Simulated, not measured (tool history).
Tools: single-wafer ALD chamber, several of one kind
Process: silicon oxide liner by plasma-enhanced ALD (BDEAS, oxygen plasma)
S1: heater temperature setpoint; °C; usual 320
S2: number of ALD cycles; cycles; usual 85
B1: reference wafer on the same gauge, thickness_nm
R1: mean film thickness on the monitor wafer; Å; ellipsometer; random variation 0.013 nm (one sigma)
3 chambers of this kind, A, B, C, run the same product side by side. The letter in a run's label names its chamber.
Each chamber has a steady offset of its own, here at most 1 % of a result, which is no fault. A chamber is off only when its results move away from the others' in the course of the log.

{"run": "1C", "hour": 9.5, "S1": 320, "S2": 85, "B1": 7.2185, "R1": 76.281}
{"run": "2A", "hour": 24.9, "S1": 320, "S2": 85, "B1": 7.2267, "R1": 76.751}
{"run": "3B", "hour": 41.1, "S1": 320, "S2": 85, "B1": 7.2251, "R1": 76.72}
{"run": "4C", "hour": 51.7, "S1": 320, "S2": 85, "B1": 7.2242, "R1": 76.43}
{"run": "5A", "hour": 63.5, "S1": 320, "S2": 85, "B1": 7.2277, "R1": 76.544}
{"run": "6B", "hour": 76.5, "S1": 320, "S2": 85, "B1": 7.2271, "R1": 77.085}
{"run": "7C", "hour": 91.7, "S1": 320, "S2": 85, "B1": 7.231, "R1": 76.565}
{"run": "8A", "hour": 102.2, "S1": 320, "S2": 85, "B1": 7.231, "R1": 76.784}
{"run": "9B", "hour": 110.0, "S1": 320, "S2": 85, "B1": 7.2308, "R1": 77.147}
{"run": "10A", "hour": 120.1, "S1": 320, "S2": 85, "B1": 7.2347, "R1": 76.508}
{"run": "11C", "hour": 128.0, "S1": 330, "S2": 85, "B1": 7.2376, "R1": 75.512}
{"run": "12B", "hour": 139.9, "S1": 330, "S2": 85, "B1": 7.2339, "R1": 76.208}
{"run": "13B", "hour": 155.6, "S1": 330, "S2": 85, "B1": 7.2389, "R1": 76.183}
{"run": "14A", "hour": 164.4, "S1": 320, "S2": 85, "B1": 7.2399, "R1": 76.614}
{"run": "15C", "hour": 172.4, "S1": 320, "S2": 85, "B1": 7.2389, "R1": 76.414}
{"run": "16A", "hour": 183.0, "S1": 320, "S2": 85, "B1": 7.2423, "R1": 76.705}
{"run": "17C", "hour": 192.1, "S1": 320, "S2": 85, "B1": 7.2421, "R1": 76.662}
{"run": "18B", "hour": 204.0, "S1": 320, "S2": 85, "B1": 7.2465, "R1": 77.182}
{"run": "19C", "hour": 211.6, "S1": 320, "S2": 85, "B1": 7.2452, "R1": 76.331}
{"run": "20A", "hour": 228.1, "S1": 309, "S2": 85, "B1": 7.2453, "R1": 78.097}
{"run": "21B", "hour": 239.9, "S1": 309, "S2": 85, "B1": 7.2504, "R1": 78.468}
{"run": "22B", "hour": 251.5, "S1": 309, "S2": 85, "B1": 7.2481, "R1": 78.509}
{"run": "23A", "hour": 260.5, "S1": 315, "S2": 85, "B1": 7.2486, "R1": 77.366}
{"run": "24C", "hour": 273.4, "S1": 315, "S2": 85, "B1": 7.2504, "R1": 77.214}
{"hour": 273.8, "done": "chamber B: thermocouple changed; heater temperature recalibrated"}
{"run": "25B", "hour": 288.7, "S1": 315, "S2": 85, "B1": 7.2538, "R1": 77.9}
{"run": "26A", "hour": 303.4, "S1": 325, "S2": 85, "B1": 7.2538, "R1": 76.342}
{"run": "27C", "hour": 314.2, "S1": 325, "S2": 85, "B1": 7.2564, "R1": 76.242}
{"run": "28B", "hour": 325.3, "S1": 325, "S2": 85, "B1": 7.2563, "R1": 76.861}
{"run": "29A", "hour": 337.8, "S1": 320, "S2": 85, "B1": 7.257, "R1": 76.819}
{"run": "30C", "hour": 349.6, "S1": 320, "S2": 85, "B1": 7.2602, "R1": 76.802}
{"run": "31A", "hour": 365.8, "S1": 320, "S2": 85, "B1": 7.2606, "R1": 77.01}
{"run": "32B", "hour": 373.2, "S1": 320, "S2": 85, "B1": 7.2628, "R1": 77.759}
{"run": "33C", "hour": 387.8, "S1": 320, "S2": 85, "B1": 7.2642, "R1": 76.814}
{"run": "34B", "hour": 400.3, "S1": 320, "S2": 85, "B1": 7.2671, "R1": 77.465}
{"run": "35A", "hour": 413.5, "S1": 320, "S2": 85, "B1": 7.2681, "R1": 76.79}

Is one chamber off against the others, does the gauge drift, or is nothing wrong? If a chamber is off, say which, and what the likeliest cause is.

The gauge drifts, so all chambers seem to drift together. No chamber is off.
Cause: gauge reads high (%) = 0.68.
